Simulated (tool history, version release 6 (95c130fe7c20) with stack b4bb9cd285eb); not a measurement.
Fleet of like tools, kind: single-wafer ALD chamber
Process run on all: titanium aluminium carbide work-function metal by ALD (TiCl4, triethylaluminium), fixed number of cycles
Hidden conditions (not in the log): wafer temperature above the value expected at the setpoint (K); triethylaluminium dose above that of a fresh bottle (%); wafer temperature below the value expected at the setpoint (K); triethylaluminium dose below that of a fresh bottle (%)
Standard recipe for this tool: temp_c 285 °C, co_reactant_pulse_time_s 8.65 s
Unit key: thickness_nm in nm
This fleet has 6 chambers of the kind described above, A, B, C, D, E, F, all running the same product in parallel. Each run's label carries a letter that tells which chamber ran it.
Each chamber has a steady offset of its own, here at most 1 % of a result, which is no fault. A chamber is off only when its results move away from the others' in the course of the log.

run   hour  temp_c  co_reactant_pulse_time_s  hours since the last thermocouple change  hours since the last triethylaluminium bottle change  read-back reference wafer on the same gauge, thickness_nm  thickness_nm
 1B   10.1     285                      8.65                                     704.1                                                 248.0                                                     1.7599        1.8423
 2A   16.5     285                      8.65                                      98.2                                                 311.7                                                     1.7594        1.8285
 3F   24.9     285                      8.65                                      35.8                                                1354.0                                                     1.7595        1.8242
 4D   31.2     285                      8.65                                     329.8                                                1411.2                                                     1.7594        1.8462
 5E   39.5     285                      8.65                                     550.4                                                1152.4                                                     1.7592        1.8227
 6C   53.3     285                      8.65                                    2363.8                                                 141.0                                                     1.7590        1.8426
 7D   65.1     285                      8.65                                     363.7                                                1445.1                                                     1.7591        1.8421
 8A   76.1     299                      8.65                                     157.8                                                 371.3                                                     1.7587        1.9378
 9C   90.2     299                      8.65                                    2400.7                                                 177.9                                                     1.7577        1.9580
10E   99.2     299                      8.65                                     610.1                                                1212.1                                                     1.7579        1.9381
     108.9  -- chamber E: triethylaluminium bottle replaced
     109.2  -- chamber C: thermocouple changed; heater temperature recalibrated
11B  111.4     299                      8.65                                     805.4                                                 349.3                                                     1.7582        1.9609
12F  119.2     299                      8.65                                     130.1                                                1448.3                                                     1.7577        1.9432
13B  133.6     299                      8.65                                     827.6                                                 371.5                                                     1.7571        1.9586
14C  144.4     285                      8.65                                      35.2                                                 232.1                                                     1.7571        1.8361
     152.5  -- chamber D: triethylaluminium bottle replaced
15E  152.5     285                      8.65                                     663.4                                                  43.6                                                     1.7572        1.8154
16A  164.1     285                      8.65                                     245.8                                                 459.3                                                     1.7567        1.8241
17D  174.8     285                      8.65                                     473.4                                                  22.4                                                     1.7566        1.8404
18F  181.3     285                      8.65                                     192.2                                                1510.4                                                     1.7564        1.8229
19E  189.7     285                      8.65                                     700.6                                                  80.8                                                     1.7562        1.8208
20D  200.2     285                      8.65                                     498.8                                                  47.8                                                     1.7562        1.8414
21C  212.0     285                      8.65                                     102.8                                                 299.7                                                     1.7562        1.8371
22A  220.9     285                      8.65                                     302.6                                                 516.1                                                     1.7557        1.8221
23B  229.6     285                      8.65                                     923.6                                                 467.5                                                     1.7549        1.8380
24F  236.5     285                     11.97                                     247.4                                                1565.6                                                     1.7555        1.8880
25D  247.8     285                     11.97                                     546.4                                                  95.4                                                     1.7558        1.9054
26A  260.5     285                     11.97                                     342.2                                                 555.7                                                     1.7550        1.8874
27C  271.8     285                     11.97                                     162.6                                                 359.5                                                     1.7547        1.9037
28E  280.9     285                     11.97                                     791.8                                                 172.0                                                     1.7544        1.8813
29F  287.9     285                     11.97                                     298.8                                                1617.0                                                     1.7536        1.8871
     290.5  -- chamber F: triethylaluminium bottle replaced
30B  298.4     279                     11.03                                     992.4                                                 536.3                                                     1.7539        1.8361
31A  307.7     279                     11.03                                     389.4                                                 602.9                                                     1.7537        1.8235
32C  315.7     279                     11.03                                     206.5                                                 403.4                                                     1.7535        1.8410
33B  325.5     279                     11.03                                    1019.5                                                 563.4                                                     1.7539        1.8311
34F  339.3     279                     11.03                                     350.2                                                  48.8                                                     1.7531        1.8249
35E  348.6     279                     11.03                                     859.5                                                 239.7                                                     1.7529        1.8227
36D  361.4     285                      8.65                                     660.0                                                 209.0                                                     1.7532        1.8305
37D  368.1     285                      8.65                                     666.7                                                 215.7                                                     1.7525        1.8338
38F  381.5     285                      8.65                                     392.4                                                  91.0                                                     1.7527        1.8187
39E  393.0     285                      8.65                                     903.9                                                 284.1                                                     1.7522        1.8140
40B  403.7     285                      8.65                                    1097.7                                                 641.6                                                     1.7525        1.8338
41A  417.6     285                      8.65                                     499.3                                                 712.8                                                     1.7516        1.8208
42C  429.0     285                      8.65                                     319.8                                                 516.7                                                     1.7517        1.8315
43C  438.3     277                      8.65                                     329.1                                                 526.0                                                     1.7512        1.7708
44A  450.5     277                      8.65                                     532.2                                                 745.7                                                     1.7514        1.7538

Next, every chamber runs the same settings. What will each give?
45A  460.8     275                      8.65                                                                                                                                                                        ?
45B  460.8     275                      8.65                                                                                                                                                                        ?
45C  460.8     275                      8.65                                                                                                                                                                        ?
45D  460.8     275                      8.65                                                                                                                                                                        ?
45E  460.8     275                      8.65                                                                                                                                                                        ?
45F  460.8     275                      8.65                                                                                                                                                                        ?

run  thickness_nm
45A        1.7351
45B        1.7473
45C        1.7497
45D        1.7474
45E        1.7302
45F        1.7323
